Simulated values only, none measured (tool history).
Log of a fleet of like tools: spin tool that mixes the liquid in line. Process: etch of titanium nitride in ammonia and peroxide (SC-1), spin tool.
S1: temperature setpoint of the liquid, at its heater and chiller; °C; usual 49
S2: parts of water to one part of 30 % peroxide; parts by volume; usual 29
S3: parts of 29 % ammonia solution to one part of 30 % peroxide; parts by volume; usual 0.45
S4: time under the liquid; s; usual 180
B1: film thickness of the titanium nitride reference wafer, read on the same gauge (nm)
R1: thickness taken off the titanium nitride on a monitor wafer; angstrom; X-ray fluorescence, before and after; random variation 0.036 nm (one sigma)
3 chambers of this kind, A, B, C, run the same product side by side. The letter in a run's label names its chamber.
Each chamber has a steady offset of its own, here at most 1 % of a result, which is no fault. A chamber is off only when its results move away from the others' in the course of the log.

Run 1B, hour 5.1: usual settings; B1 79.980. Result: R1 97.395 angstrom.
Run 2C, hour 10.8: usual settings; B1 80.010. Result: R1 98.293 angstrom.
Run 3A, hour 16.9: usual settings; B1 80.000. Result: R1 98.471 angstrom.
Run 4C, hour 21.0: usual settings; B1 80.009. Result: R1 98.892 angstrom.
Run 5B, hour 25.8: usual settings; B1 79.991. Result: R1 97.681 angstrom.
Run 6A, hour 30.6: usual settings but S2 17 parts by volume, S4 140 s; B1 80.007. Result: R1 103.340 angstrom.
Run 7B, hour 36.6: usual settings but S2 17 parts by volume, S4 140 s; B1 80.016. Result: R1 102.590 angstrom.
At hour 40.9: chamber B: new drum of ammonia solution connected.
Run 8C, hour 42.1: usual settings but S2 17 parts by volume, S4 140 s; B1 80.013. Result: R1 102.800 angstrom.
Run 9A, hour 45.4: usual settings; B1 79.990. Result: R1 98.927 angstrom.
Run 10A, hour 51.0: usual settings; B1 80.014. Result: R1 98.253 angstrom.
Run 11B, hour 54.6: usual settings; B1 80.005. Result: R1 97.492 angstrom.
Run 12C, hour 57.8: usual settings; B1 80.001. Result: R1 98.800 angstrom.
Run 13C, hour 63.9: usual settings; B1 80.009. Result: R1 97.957 angstrom.
Run 14B, hour 69.0: usual settings; B1 80.000. Result: R1 97.755 angstrom.
Run 15A, hour 74.0: usual settings; B1 79.994. Result: R1 98.157 angstrom.
Run 16C, hour 79.5: usual settings; B1 79.997. Result: R1 98.792 angstrom.
Run 17B, hour 82.8: usual settings; B1 80.003. Result: R1 97.186 angstrom.
Run 18A, hour 87.0: usual settings; B1 80.014. Result: R1 98.281 angstrom.
Run 19A, hour 92.0: usual settings; B1 79.994. Result: R1 98.780 angstrom.
Run 20C, hour 96.9: usual settings; B1 80.009. Result: R1 98.208 angstrom.
Run 21B, hour 102.4: usual settings; B1 80.007. Result: R1 97.006 angstrom.
Run 22B, hour 106.7: usual settings; B1 80.009. Result: R1 98.088 angstrom.
Run 23A, hour 113.2: usual settings; B1 80.002. Result: R1 97.353 angstrom.
Run 24C, hour 119.0: usual settings but S1 45 °C, S3 0.40 parts by volume; B1 80.004. Result: R1 72.171 angstrom.
Run 25C, hour 124.3: usual settings but S1 45 °C, S3 0.40 parts by volume; B1 79.989. Result: R1 71.743 angstrom.
Run 26B, hour 129.2: usual settings but S1 45 °C, S3 0.40 parts by volume; B1 80.007. Result: R1 72.189 angstrom.
Run 27A, hour 135.6: usual settings; B1 79.993. Result: R1 96.688 angstrom.
Run 28A, hour 142.2: usual settings but S3 0.35 parts by volume, S4 135 s; B1 79.993. Result: R1 69.371 angstrom.
Run 29C, hour 148.1: usual settings but S3 0.35 parts by volume, S4 135 s; B1 80.006. Result: R1 70.280 angstrom.
Run 30B, hour 152.6: usual settings but S3 0.35 parts by volume, S4 135 s; B1 79.991. Result: R1 69.953 angstrom.
Run 31B, hour 158.1: usual settings but S2 41 parts by volume, S3 0.55 parts by volume; B1 80.002. Result: R1 83.031 angstrom.
Run 32C, hour 162.8: usual settings but S2 41 parts by volume, S3 0.55 parts by volume; B1 80.011. Result: R1 83.491 angstrom.
Run 33A, hour 166.1: usual settings but S2 41 parts by volume, S3 0.55 parts by volume; B1 79.989. Result: R1 80.774 angstrom.
Run 34C, hour 173.1: usual settings; B1 80.003. Result: R1 97.919 angstrom.
Run 35B, hour 179.4: usual settings; B1 80.018. Result: R1 97.935 angstrom.
Run 36A, hour 185.7: usual settings; B1 80.005. Result: R1 94.914 angstrom.
Run 37A, hour 192.7: usual settings; B1 79.995. Result: R1 94.877 angstrom.
Run 38C, hour 198.7: usual settings; B1 80.008. Result: R1 98.555 angstrom.

Next, every chamber runs the same settings. What will each give?
Run 39A, hour 203.8: usual settings. Result: R1 ?.
Run 39B, hour 203.8: usual settings. Result: R1 ?.
Run 39C, hour 203.8: usual settings. Result: R1 ?.

run      R1
39A  94.535
39B  97.748
39C  98.203

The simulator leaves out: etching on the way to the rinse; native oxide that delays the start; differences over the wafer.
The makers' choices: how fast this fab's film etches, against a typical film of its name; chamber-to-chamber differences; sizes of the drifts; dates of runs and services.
